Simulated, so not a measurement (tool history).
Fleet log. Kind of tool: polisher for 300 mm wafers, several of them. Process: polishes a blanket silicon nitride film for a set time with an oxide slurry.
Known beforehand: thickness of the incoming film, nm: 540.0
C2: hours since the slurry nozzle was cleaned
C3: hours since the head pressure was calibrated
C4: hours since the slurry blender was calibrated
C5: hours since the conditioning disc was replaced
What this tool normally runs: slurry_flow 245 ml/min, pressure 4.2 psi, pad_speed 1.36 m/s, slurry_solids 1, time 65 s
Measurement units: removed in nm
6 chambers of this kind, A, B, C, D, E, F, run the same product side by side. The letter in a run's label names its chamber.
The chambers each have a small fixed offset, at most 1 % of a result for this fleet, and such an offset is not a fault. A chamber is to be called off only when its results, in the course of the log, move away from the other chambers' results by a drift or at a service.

-- day=0.162 chamber F: slurry blender recalibrated
run 1A day=0.325 | slurry_flow=245 pressure=4.2 pad_speed=1.36 slurry_solids=1 time=65 | wafers_polished_on_this_pad=660 C2=391.6 C3=222.1 C4=357.3 C5=539.0 | removed=58.712
run 2C day=0.792 | slurry_flow=245 pressure=4.2 pad_speed=1.36 slurry_solids=1 time=65 | wafers_polished_on_this_pad=225 C2=41.7 C3=268.3 C4=93.0 C5=62.6 | removed=59.055
-- day=1.008 chamber E: slurry blender recalibrated
-- day=1.104 chamber A: worn pad replaced by a new one
-- day=1.200 chamber D: slurry blender recalibrated
-- day=1.333 chamber A: conditioning disc replaced and pad reconditioned
run 3B day=1.404 | slurry_flow=245 pressure=4.2 pad_speed=1.36 slurry_solids=1 time=65 | wafers_polished_on_this_pad=290 C2=55.1 C3=284.3 C4=64.8 C5=62.8 | removed=58.042
-- day=1.542 chamber E: conditioning disc replaced and pad reconditioned
run 4F day=1.917 | slurry_flow=245 pressure=4.2 pad_speed=1.36 slurry_solids=1 time=65 | wafers_polished_on_this_pad=601 C2=285.0 C3=132.8 C4=42.2 C5=196.0 | removed=57.533
-- day=2.121 chamber B: head pressure recalibrated
run 5D day=2.338 | slurry_flow=245 pressure=4.2 pad_speed=1.36 slurry_solids=1 time=65 | wafers_polished_on_this_pad=986 C2=384.6 C3=107.1 C4=27.3 C5=139.1 | removed=60.024
-- day=2.354 chamber D: worn pad replaced by a new one
-- day=2.542 chamber D: slurry nozzle cleaned
run 6E day=2.750 | slurry_flow=245 pressure=4.2 pad_speed=1.36 slurry_solids=1 time=65 | wafers_polished_on_this_pad=1074 C2=247.7 C3=449.6 C4=41.9 C5=29.1 | removed=59.444
-- day=2.892 chamber F: conditioning disc replaced and pad reconditioned
run 7C day=3.283 | slurry_flow=245 pressure=5.0 pad_speed=1.08 slurry_solids=1 time=65 | wafers_polished_on_this_pad=596 C2=101.5 C3=328.1 C4=152.8 C5=122.4 | removed=59.004
-- day=3.396 chamber E: worn pad replaced by a new one
run 8A day=3.583 | slurry_flow=245 pressure=5.0 pad_speed=1.08 slurry_solids=1 time=65 | wafers_polished_on_this_pad=369 C2=469.8 C3=300.3 C4=435.5 C5=54.1 | removed=58.438
-- day=3.675 chamber F: worn pad replaced by a new one
-- day=4.025 chamber C: worn pad replaced by a new one
run 9B day=4.038 | slurry_flow=245 pressure=5.0 pad_speed=1.08 slurry_solids=1 time=65 | wafers_polished_on_this_pad=682 C2=118.3 C3=46.1 C4=128.0 C5=126.0 | removed=59.164
run 10D day=4.538 | slurry_flow=245 pressure=5.0 pad_speed=1.08 slurry_solids=1 time=65 | wafers_polished_on_this_pad=325 C2=47.9 C3=159.9 C4=80.1 C5=191.9 | removed=59.395
run 11E day=4.988 | slurry_flow=245 pressure=5.0 pad_speed=1.08 slurry_solids=1 time=65 | wafers_polished_on_this_pad=237 C2=301.4 C3=503.3 C4=95.6 C5=82.8 | removed=57.148
-- day=5.221 chamber B: worn pad replaced by a new one
-- day=5.300 chamber A: worn pad replaced by a new one
run 12F day=5.333 | slurry_flow=245 pressure=5.0 pad_speed=1.08 slurry_solids=1 time=65 | wafers_polished_on_this_pad=247 C2=367.0 C3=214.8 C4=124.2 C5=58.6 | removed=58.999
-- day=5.512 chamber A: slurry blender recalibrated
run 13D day=5.742 | slurry_flow=165 pressure=4.2 pad_speed=1.54 slurry_solids=1 time=65 | wafers_polished_on_this_pad=504 C2=76.8 C3=188.8 C4=109.0 C5=220.8 | removed=62.019
-- day=6.188 chamber B: slurry blender recalibrated
run 14F day=6.338 | slurry_flow=165 pressure=4.2 pad_speed=1.54 slurry_solids=1 time=65 | wafers_polished_on_this_pad=396 C2=391.1 C3=238.9 C4=148.3 C5=82.7 | removed=62.491
-- day=6.438 chamber E: slurry nozzle cleaned
run 15C day=6.675 | slurry_flow=165 pressure=4.2 pad_speed=1.54 slurry_solids=1 time=65 | wafers_polished_on_this_pad=394 C2=182.9 C3=409.5 C4=234.2 C5=203.8 | removed=60.975
run 16A day=6.971 | slurry_flow=165 pressure=4.2 pad_speed=1.54 slurry_solids=1 time=65 | wafers_polished_on_this_pad=248 C2=551.1 C3=381.6 C4=35.0 C5=135.4 | removed=61.017
run 17B day=7.362 | slurry_flow=165 pressure=4.2 pad_speed=1.54 slurry_solids=1 time=65 | wafers_polished_on_this_pad=319 C2=198.1 C3=125.9 C4=28.2 C5=205.8 | removed=60.973
run 18E day=7.733 | slurry_flow=165 pressure=4.2 pad_speed=1.54 slurry_solids=1 time=65 | wafers_polished_on_this_pad=646 C2=31.1 C3=569.2 C4=161.5 C5=148.7 | removed=62.045
-- day=8.221 chamber D: worn pad replaced by a new one
run 19C day=8.242 | slurry_flow=245 pressure=4.2 pad_speed=1.36 slurry_solids=1 time=65 | wafers_polished_on_this_pad=628 C2=220.5 C3=447.1 C4=271.8 C5=241.4 | removed=58.740
-- day=8.408 chamber C: slurry blender recalibrated
-- day=8.446 chamber C: worn pad replaced by a new one
run 20D day=8.588 | slurry_flow=245 pressure=4.2 pad_speed=1.36 slurry_solids=1 time=65 | wafers_polished_on_this_pad=54 C2=145.1 C3=257.1 C4=177.3 C5=289.1 | removed=59.749
run 21E day=8.967 | slurry_flow=245 pressure=4.2 pad_speed=1.36 slurry_solids=1 time=65 | wafers_polished_on_this_pad=829 C2=60.7 C3=598.8 C4=191.1 C5=178.3 | removed=59.737
-- day=9.104 chamber D: slurry blender recalibrated
-- day=9.279 chamber A: worn pad replaced by a new one
-- day=9.521 chamber D: conditioning disc replaced and pad reconditioned
run 22F day=9.629 | slurry_flow=245 pressure=4.2 pad_speed=1.36 slurry_solids=1 time=65 | wafers_polished_on_this_pad=886 C2=470.1 C3=317.9 C4=227.3 C5=161.7 | removed=59.387
-- day=9.775 chamber F: slurry nozzle cleaned
-- day=9.800 chamber E: head pressure recalibrated
run 23B day=10.267 | slurry_flow=245 pressure=4.2 pad_speed=1.36 slurry_solids=1 time=65 | wafers_polished_on_this_pad=751 C2=267.8 C3=195.6 C4=97.9 C5=275.5 | removed=59.370
-- day=10.383 chamber F: worn pad replaced by a new one
-- day=10.554 chamber F: conditioning disc replaced and pad reconditioned
-- day=10.833 chamber E: worn pad replaced by a new one
run 24A day=10.871 | slurry_flow=245 pressure=4.2 pad_speed=1.36 slurry_solids=1 time=65 | wafers_polished_on_this_pad=237 C2=644.7 C3=475.2 C4=128.6 C5=229.0 | removed=57.830
-- day=11.433 chamber B: worn pad replaced by a new one
run 25E day=11.450 | slurry_flow=245 pressure=4.2 pad_speed=1.36 slurry_solids=1 time=65 | wafers_polished_on_this_pad=92 C2=120.3 C3=39.6 C4=250.7 C5=237.9 | removed=58.051
run 26B day=11.854 | slurry_flow=245 pressure=4.2 pad_speed=1.36 slurry_solids=1 time=65 | wafers_polished_on_this_pad=63 C2=305.9 C3=233.7 C4=136.0 C5=313.6 | removed=58.205
run 27D day=12.454 | slurry_flow=245 pressure=4.2 pad_speed=1.36 slurry_solids=1 time=65 | wafers_polished_on_this_pad=630 C2=237.9 C3=349.9 C4=80.4 C5=70.4 | removed=58.390
run 28A day=12.962 | slurry_flow=245 pressure=4.2 pad_speed=1.36 slurry_solids=1 time=65 | wafers_polished_on_this_pad=548 C2=694.9 C3=525.4 C4=178.8 C5=279.2 | removed=59.420
-- day=13.217 chamber C: worn pad replaced by a new one
-- day=13.525 chamber A: worn pad replaced by a new one
run 29C day=13.583 | slurry_flow=245 pressure=4.2 pad_speed=1.36 slurry_solids=1 time=65 | wafers_polished_on_this_pad=55 C2=348.7 C3=575.3 C4=124.3 C5=369.6 | removed=58.167
run 30F day=14.067 | slurry_flow=245 pressure=4.2 pad_speed=1.36 slurry_solids=1 time=65 | wafers_polished_on_this_pad=548 C2=103.1 C3=424.4 C4=333.8 C5=84.4 | removed=59.833
-- day=14.092 chamber B: slurry blender recalibrated
run 31D day=14.450 | slurry_flow=245 pressure=3.4 pad_speed=1.68 slurry_solids=1 time=65 | wafers_polished_on_this_pad=927 C2=285.8 C3=397.8 C4=128.3 C5=118.3 | removed=56.673
-- day=14.650 chamber F: slurry blender recalibrated
-- day=14.904 chamber F: head pressure recalibrated
run 32F day=14.975 | slurry_flow=245 pressure=3.4 pad_speed=1.68 slurry_solids=1 time=65 | wafers_polished_on_this_pad=684 C2=124.9 C3=1.7 C4=7.9 C5=106.2 | removed=57.222
run 33C day=15.492 | slurry_flow=245 pressure=3.4 pad_speed=1.68 slurry_solids=1 time=65 | wafers_polished_on_this_pad=339 C2=394.5 C3=621.1 C4=170.1 C5=415.4 | removed=55.643
-- day=15.996 chamber B: slurry nozzle cleaned
run 34E day=15.996 | slurry_flow=245 pressure=3.4 pad_speed=1.68 slurry_solids=1 time=65 | wafers_polished_on_this_pad=768 C2=229.4 C3=148.7 C4=359.8 C5=347.0 | removed=55.877
-- day=16.125 chamber B: head pressure recalibrated
run 35A day=16.575 | slurry_flow=245 pressure=3.4 pad_speed=1.68 slurry_solids=1 time=65 | wafers_polished_on_this_pad=454 C2=781.6 C3=612.1 C4=265.5 C5=365.9 | removed=56.373
run 36B day=16.888 | slurry_flow=245 pressure=3.4 pad_speed=1.68 slurry_solids=1 time=65 | wafers_polished_on_this_pad=812 C2=21.4 C3=18.4 C4=67.2 C5=434.4 | removed=55.831

Next, all 6 chambers run the settings below, one line each with question marks for the results. What does each chamber give?
run 37A day=17.371 | slurry_flow=245 pressure=4.2 pad_speed=1.36 slurry_solids=1 time=65 | removed=?
run 37B day=17.371 | slurry_flow=245 pressure=4.2 pad_speed=1.36 slurry_solids=1 time=65 | removed=?
run 37C day=17.371 | slurry_flow=245 pressure=4.2 pad_speed=1.36 slurry_solids=1 time=65 | removed=?
run 37D day=17.371 | slurry_flow=245 pressure=4.2 pad_speed=1.36 slurry_solids=1 time=65 | removed=?
run 37E day=17.371 | slurry_flow=245 pressure=4.2 pad_speed=1.36 slurry_solids=1 time=65 | removed=?
run 37F day=17.371 | slurry_flow=245 pressure=4.2 pad_speed=1.36 slurry_solids=1 time=65 | removed=?

run=37A removed=59.734
run=37B removed=57.305
run=37C removed=58.066
run=37D removed=58.476
run=37E removed=59.861
run=37F removed=59.216
